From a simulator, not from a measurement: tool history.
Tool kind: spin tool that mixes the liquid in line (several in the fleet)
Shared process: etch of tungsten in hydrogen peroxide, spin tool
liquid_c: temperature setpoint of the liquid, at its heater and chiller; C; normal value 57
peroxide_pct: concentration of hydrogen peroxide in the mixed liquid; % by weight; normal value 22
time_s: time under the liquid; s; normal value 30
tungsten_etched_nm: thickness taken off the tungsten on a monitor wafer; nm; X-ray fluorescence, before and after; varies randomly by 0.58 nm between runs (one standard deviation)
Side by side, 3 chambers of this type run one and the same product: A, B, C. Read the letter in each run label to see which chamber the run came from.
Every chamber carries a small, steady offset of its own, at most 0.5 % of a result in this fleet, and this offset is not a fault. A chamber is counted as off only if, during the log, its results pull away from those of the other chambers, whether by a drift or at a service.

run	day	liquid_c	peroxide_pct	time_s	hours since the thermometer was replaced	hours since the peroxide flow meter was replaced	hours since the heated supply line was repaired	hours since the drum of peroxide was connected	read-back film thickness of the tungsten reference wafer, read on the same gauge (nm)	tungsten_etched_nm
1B	0.429	57	22	30	696	429.3	360.2	862.6	29.951	117.49
2C	0.858	57	22	30	374	874.7	871.5	1462.4	29.994	118.33
3A	1.208	57	22	30	819.3	643.6	1732.2	227.1	30.002	117.95
# day 1.229: chamber C: new drum of peroxide connected
4A	1.646	57	22	30	829.8	654.1	1742.7	237.6	30.028	118.02
5C	2.042	57	22	30	402.4	903.1	899.9	19.5	30.025	118.8
6B	2.388	57	22	30	743	476.3	407.2	909.6	29.993	117.27
7A	2.742	57	22	30	856.1	680.4	1769	263.9	30.005	117.64
8C	3.088	57	22	30	427.5	928.2	925	44.6	29.99	118.41
9B	3.429	57	22	30	768	501.3	432.2	934.6	30.017	117.39
10C	3.812	57	22	30	444.9	945.6	942.4	62	30.023	118.7
11B	4.246	57	22	30	787.6	520.9	451.8	954.2	30.042	118.14
12A	4.625	57	22	30	901.3	725.6	1814.2	309.1	30.002	117.59
13C	5.075	57	22	30	475.2	975.9	972.7	92.3	29.999	117.73
14A	5.429	57	22	30	920.6	744.9	1833.5	328.4	29.988	116.98
15B	5.642	57	22	30	821.1	554.4	485.3	987.7	29.986	116.5
16C	6.083	57	22	30	499.4	1000.1	996.9	116.5	30.034	116.61
17B	6.429	57	22	30	840	573.3	504.2	1006.6	30.019	117.69
18A	6.738	57	22	30	952	776.3	1864.9	359.8	30.015	118.74
19C	7.054	57	18	30	522.7	1023.4	1020.2	139.8	29.968	104.96
20B	7.35	57	18	30	862.1	595.4	526.3	1028.7	29.987	106.8
21A	7.604	57	18	30	972.8	797.1	1885.7	380.6	30.024	107.18
22A	7.821	57	22	30	978	802.3	1890.9	385.8	29.99	117.87
23C	8.208	57	22	30	550.4	1051.1	1047.9	167.5	29.944	115.21
24B	8.671	57	22	30	893.8	627.1	558	1060.4	30.069	116.27
25B	9.133	57	22	30	904.9	638.2	569.1	1071.5	29.989	118.49
26C	9.45	61.5	22	25	580.2	1080.9	1077.7	197.3	30.006	122.57
27A	9.696	61.5	22	25	1023	847.3	1935.9	430.8	30.006	127.55
28A	10	61.5	22	25	1030.3	854.6	1943.2	438.1	29.974	126.84
29B	10.325	57	22	30	933.5	666.8	597.7	1100.1	29.978	117.49
30C	10.675	57	22	30	609.6	1110.3	1107.1	226.7	29.969	113.33
31B	11.021	57	22	30	950.2	683.5	614.4	1116.8	29.998	117.87
32A	11.388	57	22	30	1063.6	887.9	1976.5	471.4	30.052	118.54
33C	11.712	57	22	30	634.5	1135.2	1132	251.6	29.976	111.33
34A	12.146	57	22	30	1081.8	906.1	1994.7	489.6	29.976	118.49
35C	12.425	57	22	30	651.6	1152.3	1149.1	268.7	29.996	110.98
36B	12.683	57	22	30	990.1	723.4	654.3	1156.7	30.023	117.99
37B	12.933	57	22	30	996.1	729.4	660.3	1162.7	30.033	117.52
38C	13.196	57	22	30	670.1	1170.8	1167.6	287.2	30.048	110.47

The same settings go to every chamber for the next run, one line per chamber below. Forecast the results for each:
39A	13.529	57	17.5	30						?
39B	13.529	57	17.5	30						?
39C	13.529	57	17.5	30						?

run	tungsten_etched_nm
39A	104.93
39B	105.21
39C	97.315
